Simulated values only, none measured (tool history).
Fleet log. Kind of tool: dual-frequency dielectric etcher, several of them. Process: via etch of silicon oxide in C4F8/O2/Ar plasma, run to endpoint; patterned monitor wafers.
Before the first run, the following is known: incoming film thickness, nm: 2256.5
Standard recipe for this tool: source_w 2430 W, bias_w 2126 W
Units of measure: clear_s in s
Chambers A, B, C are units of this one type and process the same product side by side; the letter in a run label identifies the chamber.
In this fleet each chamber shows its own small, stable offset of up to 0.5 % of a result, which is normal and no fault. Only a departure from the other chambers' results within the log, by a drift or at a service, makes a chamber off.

Run 1C, hour 7.8: usual settings. Result: clear_s 406.87 s.
Run 2A, hour 12.5: usual settings. Result: clear_s 402.51 s.
Run 3B, hour 16.4: usual settings. Result: clear_s 406.19 s.
Run 4B, hour 22.3: usual settings. Result: clear_s 404.79 s.
Run 5A, hour 30.1: usual settings but source_w 2160 W. Result: clear_s 423.18 s.
Run 6C, hour 33.9: usual settings but source_w 2160 W. Result: clear_s 426.04 s.
Run 7B, hour 39.5: usual settings but source_w 2160 W. Result: clear_s 425.1 s.
Run 8A, hour 46.4: usual settings. Result: clear_s 404.66 s.
Run 9C, hour 51.2: usual settings. Result: clear_s 404.88 s.
At hour 54.7: chamber B: wet clean of the chamber.
Run 10B, hour 59: usual settings. Result: clear_s 405.19 s.
Run 11A, hour 66.6: usual settings. Result: clear_s 403.45 s.
At hour 68.9: chamber C: wet clean of the chamber.
Run 12C, hour 72.8: usual settings. Result: clear_s 393.03 s.
Run 13B, hour 79.1: usual settings. Result: clear_s 404.36 s.
Run 14C, hour 85.9: usual settings. Result: clear_s 391.93 s.
Run 15A, hour 93.7: usual settings. Result: clear_s 405.86 s.
Run 16B, hour 98.6: usual settings. Result: clear_s 403.5 s.
Run 17C, hour 104.4: usual settings. Result: clear_s 390.95 s.
Run 18A, hour 109: usual settings. Result: clear_s 404.67 s.
Run 19B, hour 113.1: usual settings but source_w 1920 W. Result: clear_s 446.1 s.
Run 20A, hour 120.7: usual settings but source_w 1920 W. Result: clear_s 445.66 s.
Run 21C, hour 127.6: usual settings but source_w 1920 W. Result: clear_s 431.45 s.

Predict what each chamber gives when all 3 of them run the settings below next.
Run 22A, hour 133.3: usual settings. Result: clear_s ?.
Run 22B, hour 133.3: usual settings. Result: clear_s ?.
Run 22C, hour 133.3: usual settings. Result: clear_s ?.

run  clear_s
22A   402.25
22B   406.89
22C   394.24
